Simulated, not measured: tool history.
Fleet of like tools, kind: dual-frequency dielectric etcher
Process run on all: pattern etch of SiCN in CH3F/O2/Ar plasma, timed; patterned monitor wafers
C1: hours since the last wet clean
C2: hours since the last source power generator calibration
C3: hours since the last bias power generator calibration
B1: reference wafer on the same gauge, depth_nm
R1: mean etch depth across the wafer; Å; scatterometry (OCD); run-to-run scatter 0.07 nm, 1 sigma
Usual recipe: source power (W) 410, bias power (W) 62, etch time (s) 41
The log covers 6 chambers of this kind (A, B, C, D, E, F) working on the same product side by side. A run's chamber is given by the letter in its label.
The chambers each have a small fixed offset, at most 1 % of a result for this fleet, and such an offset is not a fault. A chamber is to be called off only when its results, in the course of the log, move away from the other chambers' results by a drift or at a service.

{"run": "1F", "hour": 5.0, "source power (W)": 410, "bias power (W)": 62, "etch time (s)": 41, "C1": 62.8, "C2": 419.7, "C3": 2201.9, "B1": 16.677, "R1": 146.82}
{"run": "2A", "hour": 9.4, "source power (W)": 410, "bias power (W)": 62, "etch time (s)": 41, "C1": 212, "C2": 3398.4, "C3": 2037, "B1": 16.703, "R1": 148.32}
{"run": "3E", "hour": 12.7, "source power (W)": 410, "bias power (W)": 62, "etch time (s)": 41, "C1": 22.4, "C2": 2885.9, "C3": 1252.5, "B1": 16.7, "R1": 148.52}
{"run": "4B", "hour": 15.3, "source power (W)": 410, "bias power (W)": 62, "etch time (s)": 41, "C1": 338.1, "C2": 577.9, "C3": 850.4, "B1": 16.69, "R1": 147.56}
{"run": "5C", "hour": 18.0, "source power (W)": 410, "bias power (W)": 62, "etch time (s)": 41, "C1": 31.9, "C2": 982.7, "C3": 2969.2, "B1": 16.699, "R1": 147.12}
{"run": "6D", "hour": 22.5, "source power (W)": 410, "bias power (W)": 62, "etch time (s)": 41, "C1": 427.4, "C2": 2543.8, "C3": 2760.7, "B1": 16.716, "R1": 147.79}
{"run": "7A", "hour": 26.0, "source power (W)": 410, "bias power (W)": 62, "etch time (s)": 41, "C1": 228.6, "C2": 3415, "C3": 2053.6, "B1": 16.691, "R1": 146.96}
{"run": "8B", "hour": 29.4, "source power (W)": 410, "bias power (W)": 62, "etch time (s)": 41, "C1": 352.2, "C2": 592, "C3": 864.5, "B1": 16.716, "R1": 148.82}
{"run": "9D", "hour": 35.0, "source power (W)": 410, "bias power (W)": 62, "etch time (s)": 41, "C1": 439.9, "C2": 2556.3, "C3": 2773.2, "B1": 16.7, "R1": 148.59}
{"run": "10E", "hour": 37.6, "source power (W)": 410, "bias power (W)": 62, "etch time (s)": 41, "C1": 47.3, "C2": 2910.8, "C3": 1277.4, "B1": 16.719, "R1": 149.41}
{"run": "11C", "hour": 42.1, "source power (W)": 410, "bias power (W)": 62, "etch time (s)": 41, "C1": 56, "C2": 1006.8, "C3": 2993.3, "B1": 16.725, "R1": 147.04}
{"run": "12F", "hour": 47.5, "source power (W)": 410, "bias power (W)": 62, "etch time (s)": 41, "C1": 105.3, "C2": 462.2, "C3": 2244.4, "B1": 16.719, "R1": 147.67}
{"run": "13A", "hour": 51.2, "source power (W)": 410, "bias power (W)": 62, "etch time (s)": 41, "C1": 253.8, "C2": 3440.2, "C3": 2078.8, "B1": 16.674, "R1": 146.17}
{"run": "14B", "hour": 55.6, "source power (W)": 410, "bias power (W)": 62, "etch time (s)": 41, "C1": 378.4, "C2": 618.2, "C3": 890.7, "B1": 16.698, "R1": 149.35}
{"run": "15E", "hour": 59.5, "source power (W)": 410, "bias power (W)": 62, "etch time (s)": 41, "C1": 69.2, "C2": 2932.7, "C3": 1299.3, "B1": 16.697, "R1": 148.69}
{"run": "16F", "hour": 63.7, "source power (W)": 410, "bias power (W)": 62, "etch time (s)": 41, "C1": 121.5, "C2": 478.4, "C3": 2260.6, "B1": 16.71, "R1": 146.61}
{"run": "17D", "hour": 68.2, "source power (W)": 410, "bias power (W)": 62, "etch time (s)": 41, "C1": 473.1, "C2": 2589.5, "C3": 2806.4, "B1": 16.71, "R1": 149.66}
{"run": "18C", "hour": 71.8, "source power (W)": 410, "bias power (W)": 62, "etch time (s)": 41, "C1": 85.7, "C2": 1036.5, "C3": 3023, "B1": 16.698, "R1": 147.65}
{"run": "19C", "hour": 75.3, "source power (W)": 410, "bias power (W)": 62, "etch time (s)": 41, "C1": 89.2, "C2": 1040, "C3": 3026.5, "B1": 16.69, "R1": 147.64}
{"run": "20A", "hour": 80.5, "source power (W)": 410, "bias power (W)": 62, "etch time (s)": 41, "C1": 283.1, "C2": 3469.5, "C3": 2108.1, "B1": 16.671, "R1": 147.58}
{"run": "21F", "hour": 84.3, "source power (W)": 410, "bias power (W)": 62, "etch time (s)": 41, "C1": 142.1, "C2": 499, "C3": 2281.2, "B1": 16.705, "R1": 145.94}
{"run": "22E", "hour": 88.6, "source power (W)": 410, "bias power (W)": 62, "etch time (s)": 41, "C1": 98.3, "C2": 2961.8, "C3": 1328.4, "B1": 16.705, "R1": 149.51}
{"run": "23D", "hour": 93.9, "source power (W)": 410, "bias power (W)": 62, "etch time (s)": 41, "C1": 498.8, "C2": 2615.2, "C3": 2832.1, "B1": 16.693, "R1": 151.1}
{"run": "24B", "hour": 99.1, "source power (W)": 410, "bias power (W)": 62, "etch time (s)": 41, "C1": 421.9, "C2": 661.7, "C3": 934.2, "B1": 16.687, "R1": 148.2}
{"run": "25B", "hour": 102.1, "source power (W)": 410, "bias power (W)": 62, "etch time (s)": 41, "C1": 424.9, "C2": 664.7, "C3": 937.2, "B1": 16.696, "R1": 148.2}
{"run": "26F", "hour": 107.7, "source power (W)": 410, "bias power (W)": 62, "etch time (s)": 41, "C1": 165.5, "C2": 522.4, "C3": 2304.6, "B1": 16.687, "R1": 147.51}
{"run": "27C", "hour": 111.4, "source power (W)": 410, "bias power (W)": 62, "etch time (s)": 41, "C1": 125.3, "C2": 1076.1, "C3": 3062.6, "B1": 16.688, "R1": 147.56}
{"run": "28A", "hour": 114.4, "source power (W)": 410, "bias power (W)": 62, "etch time (s)": 41, "C1": 317, "C2": 3503.4, "C3": 2142, "B1": 16.7, "R1": 147.55}
{"run": "29E", "hour": 117.0, "source power (W)": 410, "bias power (W)": 62, "etch time (s)": 41, "C1": 126.7, "C2": 2990.2, "C3": 1356.8, "B1": 16.695, "R1": 148.42}
{"run": "30D", "hour": 121.9, "source power (W)": 410, "bias power (W)": 62, "etch time (s)": 41, "C1": 526.8, "C2": 2643.2, "C3": 2860.1, "B1": 16.699, "R1": 152.16}
{"hour": 126.1, "done": "chamber E: source power generator calibrated"}
{"run": "31B", "hour": 126.1, "source power (W)": 410, "bias power (W)": 62, "etch time (s)": 41, "C1": 448.9, "C2": 688.7, "C3": 961.2, "B1": 16.697, "R1": 149}
{"run": "32E", "hour": 130.6, "source power (W)": 410, "bias power (W)": 62, "etch time (s)": 41, "C1": 140.3, "C2": 4.6, "C3": 1370.4, "B1": 16.696, "R1": 148.96}
{"run": "33A", "hour": 135.7, "source power (W)": 450, "bias power (W)": 70, "etch time (s)": 41, "C1": 338.3, "C2": 3524.7, "C3": 2163.3, "B1": 16.701, "R1": 158.15}
{"run": "34C", "hour": 140.6, "source power (W)": 450, "bias power (W)": 70, "etch time (s)": 41, "C1": 154.5, "C2": 1105.3, "C3": 3091.8, "B1": 16.705, "R1": 158.33}
{"run": "35D", "hour": 145.1, "source power (W)": 450, "bias power (W)": 70, "etch time (s)": 41, "C1": 550, "C2": 2666.4, "C3": 2883.3, "B1": 16.688, "R1": 164.95}
{"run": "36F", "hour": 148.8, "source power (W)": 450, "bias power (W)": 70, "etch time (s)": 41, "C1": 206.6, "C2": 563.5, "C3": 2345.7, "B1": 16.711, "R1": 158.67}
{"run": "37C", "hour": 151.9, "source power (W)": 450, "bias power (W)": 70, "etch time (s)": 41, "C1": 165.8, "C2": 1116.6, "C3": 3103.1, "B1": 16.701, "R1": 158.47}
{"run": "38E", "hour": 156.6, "source power (W)": 450, "bias power (W)": 70, "etch time (s)": 41, "C1": 166.3, "C2": 30.6, "C3": 1396.4, "B1": 16.689, "R1": 160.4}
{"run": "39F", "hour": 159.6, "source power (W)": 410, "bias power (W)": 52, "etch time (s)": 34.5, "C1": 217.4, "C2": 574.3, "C3": 2356.5, "B1": 16.694, "R1": 117.46}
{"run": "40B", "hour": 162.8, "source power (W)": 410, "bias power (W)": 52, "etch time (s)": 34.5, "C1": 485.6, "C2": 725.4, "C3": 997.9, "B1": 16.706, "R1": 116.84}
{"run": "41D", "hour": 167.8, "source power (W)": 410, "bias power (W)": 52, "etch time (s)": 34.5, "C1": 572.7, "C2": 2689.1, "C3": 2906, "B1": 16.708, "R1": 122.26}
{"run": "42A", "hour": 172.3, "source power (W)": 410, "bias power (W)": 52, "etch time (s)": 34.5, "C1": 374.9, "C2": 3561.3, "C3": 2199.9, "B1": 16.709, "R1": 118.14}

Next, every chamber runs the same settings. What will each give?
{"run": "43A", "hour": 176.4, "source power (W)": 320, "bias power (W)": 62, "etch time (s)": 41, "R1": "?"}
{"run": "43B", "hour": 176.4, "source power (W)": 320, "bias power (W)": 62, "etch time (s)": 41, "R1": "?"}
{"run": "43C", "hour": 176.4, "source power (W)": 320, "bias power (W)": 62, "etch time (s)": 41, "R1": "?"}
{"run": "43D", "hour": 176.4, "source power (W)": 320, "bias power (W)": 62, "etch time (s)": 41, "R1": "?"}
{"run": "43E", "hour": 176.4, "source power (W)": 320, "bias power (W)": 62, "etch time (s)": 41, "R1": "?"}
{"run": "43F", "hour": 176.4, "source power (W)": 320, "bias power (W)": 62, "etch time (s)": 41, "R1": "?"}

run=43A R1=132.48
run=43B R1=134.74
run=43C R1=132.7
run=43D R1=140.91
run=43E R1=135.43
run=43F R1=134.56
